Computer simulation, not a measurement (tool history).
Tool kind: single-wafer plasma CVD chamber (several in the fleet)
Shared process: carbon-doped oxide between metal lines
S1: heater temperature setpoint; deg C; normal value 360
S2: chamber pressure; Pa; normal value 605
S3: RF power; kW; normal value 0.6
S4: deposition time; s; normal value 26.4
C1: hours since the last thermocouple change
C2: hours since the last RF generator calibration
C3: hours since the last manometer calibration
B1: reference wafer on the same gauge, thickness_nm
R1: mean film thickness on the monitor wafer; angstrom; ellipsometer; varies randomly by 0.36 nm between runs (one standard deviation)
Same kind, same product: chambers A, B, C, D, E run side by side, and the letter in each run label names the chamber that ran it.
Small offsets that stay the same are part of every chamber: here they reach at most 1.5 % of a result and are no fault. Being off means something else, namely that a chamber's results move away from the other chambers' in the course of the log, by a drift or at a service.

Run 1C, hour 8.2: usual settings; C1 1237; C2 949.9; C3 255.5; B1 129.01. Result: R1 1439.2 angstrom.
Run 2A, hour 19.6: usual settings; C1 2110; C2 675.2; C3 1627.9; B1 128.98. Result: R1 1450.5 angstrom.
At hour 22.6: chamber E: RF generator calibrated.
Run 3E, hour 25.3: usual settings; C1 158.3; C2 2.7; C3 920.6; B1 129.01. Result: R1 1443.5 angstrom.
Run 4D, hour 35.6: usual settings; C1 454.8; C2 420.1; C3 1011.2; B1 129.03. Result: R1 1450.7 angstrom.
Run 5B, hour 44.4: usual settings; C1 184.5; C2 323.3; C3 71.4; B1 128.96. Result: R1 1436.5 angstrom.
Run 6C, hour 55.7: usual settings; C1 1284.5; C2 997.4; C3 303; B1 129. Result: R1 1446.7 angstrom.
Run 7A, hour 63.1: usual settings; C1 2153.5; C2 718.7; C3 1671.4; B1 128.98. Result: R1 1458.9 angstrom.
Run 8B, hour 70.1: usual settings; C1 210.2; C2 349; C3 97.1; B1 128.95. Result: R1 1431.3 angstrom.
Run 9D, hour 79.1: usual settings; C1 498.3; C2 463.6; C3 1054.7; B1 128.95. Result: R1 1453.6 angstrom.
Run 10E, hour 87.6: usual settings; C1 220.6; C2 65; C3 982.9; B1 128.87. Result: R1 1441.1 angstrom.
At hour 93.4: chamber A: RF generator calibrated.
Run 11C, hour 93.9: usual settings; C1 1322.7; C2 1035.6; C3 341.2; B1 128.96. Result: R1 1435.9 angstrom.
Run 12E, hour 104.3: usual settings; C1 237.3; C2 81.7; C3 999.6; B1 128.99. Result: R1 1443.3 angstrom.
Run 13D, hour 110.8: usual settings; C1 530; C2 495.3; C3 1086.4; B1 129.02. Result: R1 1455.2 angstrom.
Run 14B, hour 121.1: usual settings; C1 261.2; C2 400; C3 148.1; B1 128.98. Result: R1 1437.4 angstrom.
Run 15A, hour 127.4: usual settings; C1 2217.8; C2 34.1; C3 1735.7; B1 128.96. Result: R1 1455.2 angstrom.
Run 16C, hour 134.9: usual settings but S4 29.1 s; C1 1363.7; C2 1076.6; C3 382.2; B1 129.04. Result: R1 1586 angstrom.
At hour 137.9: chamber A: thermocouple changed; heater temperature recalibrated.
Run 17D, hour 140.3: usual settings but S4 29.1 s; C1 559.5; C2 524.8; C3 1115.9; B1 129.08. Result: R1 1592.8 angstrom.
Run 18E, hour 148.6: usual settings but S4 29.1 s; C1 281.6; C2 126; C3 1043.9; B1 128.98. Result: R1 1589 angstrom.
Run 19B, hour 154.8: usual settings but S4 29.1 s; C1 294.9; C2 433.7; C3 181.8; B1 129.07. Result: R1 1583.1 angstrom.
Run 20A, hour 163.6: usual settings but S4 29.1 s; C1 25.7; C2 70.3; C3 1771.9; B1 128.99. Result: R1 1618.4 angstrom.
Run 21C, hour 172: usual settings but S1 374 deg C, S2 668 Pa; C1 1400.8; C2 1113.7; C3 419.3; B1 128.96. Result: R1 1420.4 angstrom.
Run 22A, hour 177.9: usual settings but S1 374 deg C, S2 668 Pa; C1 40; C2 84.6; C3 1786.2; B1 129.03. Result: R1 1438.7 angstrom.
Run 23E, hour 185.2: usual settings but S1 374 deg C, S2 668 Pa; C1 318.2; C2 162.6; C3 1080.5; B1 129.05. Result: R1 1413.7 angstrom.
Run 24B, hour 191.5: usual settings but S1 374 deg C, S2 668 Pa; C1 331.6; C2 470.4; C3 218.5; B1 129.09. Result: R1 1403.8 angstrom.
Run 25D, hour 202.5: usual settings but S1 374 deg C, S2 668 Pa; C1 621.7; C2 587; C3 1178.1; B1 129.02. Result: R1 1430.2 angstrom.
Run 26E, hour 209.9: usual settings; C1 342.9; C2 187.3; C3 1105.2; B1 128.96. Result: R1 1438.5 angstrom.
At hour 211: chamber C: thermocouple changed; heater temperature recalibrated.
Run 27B, hour 219.9: usual settings; C1 360; C2 498.8; C3 246.9; B1 129.04. Result: R1 1437.2 angstrom.
Run 28C, hour 228.7: usual settings; C1 17.8; C2 1170.4; C3 476; B1 129.05. Result: R1 1444.1 angstrom.
Run 29A, hour 240: usual settings; C1 102.1; C2 146.7; C3 1848.3; B1 129.03. Result: R1 1466.8 angstrom.
Run 30D, hour 249.9: usual settings; C1 669.1; C2 634.4; C3 1225.5; B1 128.96. Result: R1 1454 angstrom.
Run 31B, hour 257.7: usual settings; C1 397.8; C2 536.6; C3 284.7; B1 128.9. Result: R1 1440.8 angstrom.
Run 32E, hour 268: usual settings; C1 401; C2 245.4; C3 1163.3; B1 129. Result: R1 1440.9 angstrom.
Run 33A, hour 275.1: usual settings but S1 352 deg C; C1 137.2; C2 181.8; C3 1883.4; B1 128.93. Result: R1 1508 angstrom.
Run 34D, hour 282.8: usual settings but S1 352 deg C; C1 702; C2 667.3; C3 1258.4; B1 128.95. Result: R1 1485.5 angstrom.
Run 35C, hour 292.2: usual settings but S1 352 deg C; C1 81.3; C2 1233.9; C3 539.5; B1 129.03. Result: R1 1471 angstrom.
Run 36D, hour 302.9: usual settings but S1 352 deg C; C1 722.1; C2 687.4; C3 1278.5; B1 129.03. Result: R1 1485.9 angstrom.
Run 37C, hour 310.8: usual settings but S1 352 deg C; C1 99.9; C2 1252.5; C3 558.1; B1 128.96. Result: R1 1471.7 angstrom.
Run 38A, hour 318.1: usual settings; C1 180.2; C2 224.8; C3 1926.4; B1 129.02. Result: R1 1470.1 angstrom.
Run 39B, hour 326.2: usual settings; C1 466.3; C2 605.1; C3 353.2; B1 128.99. Result: R1 1431.3 angstrom.
Run 40E, hour 331.9: usual settings; C1 464.9; C2 309.3; C3 1227.2; B1 129.03. Result: R1 1438.4 angstrom.

One chamber off, gauge drift, or nothing amiss beyond the chambers' own small offsets? If it is a chamber, which one, and what is the likeliest cause?

A service left chamber A off against the others.
Most likely cause: wafer temperature below the value expected at the setpoint (K) = 5.25.

Which of the 4 candidates below, each the usual settings with something changed and its results left as question marks, puts chamber A back in line with what the other chambers give on the usual settings?
In line means no further than this from the other chambers' mean on the usual settings: R1 13 angstrom
Run 41A-1, hour 340.4: usual settings but S2 603 Pa, S4 25.9 s. Result: R1 ?.
Run 41A-2, hour 340.4: usual settings but S4 27.5 s. Result: R1 ?.
Run 41A-3, hour 340.4: usual settings but S3 0.62 kW. Result: R1 ?.
Run 41A-4, hour 340.4: usual settings but S2 420 Pa. Result: R1 ?.

On the usual settings, the other chambers give on average: R1 1442.6 angstrom
  run      R1
41A-1    1443
41A-2  1531.6
41A-3  1501.3
41A-4  1408.4
41A-1 brings the chamber back in line.

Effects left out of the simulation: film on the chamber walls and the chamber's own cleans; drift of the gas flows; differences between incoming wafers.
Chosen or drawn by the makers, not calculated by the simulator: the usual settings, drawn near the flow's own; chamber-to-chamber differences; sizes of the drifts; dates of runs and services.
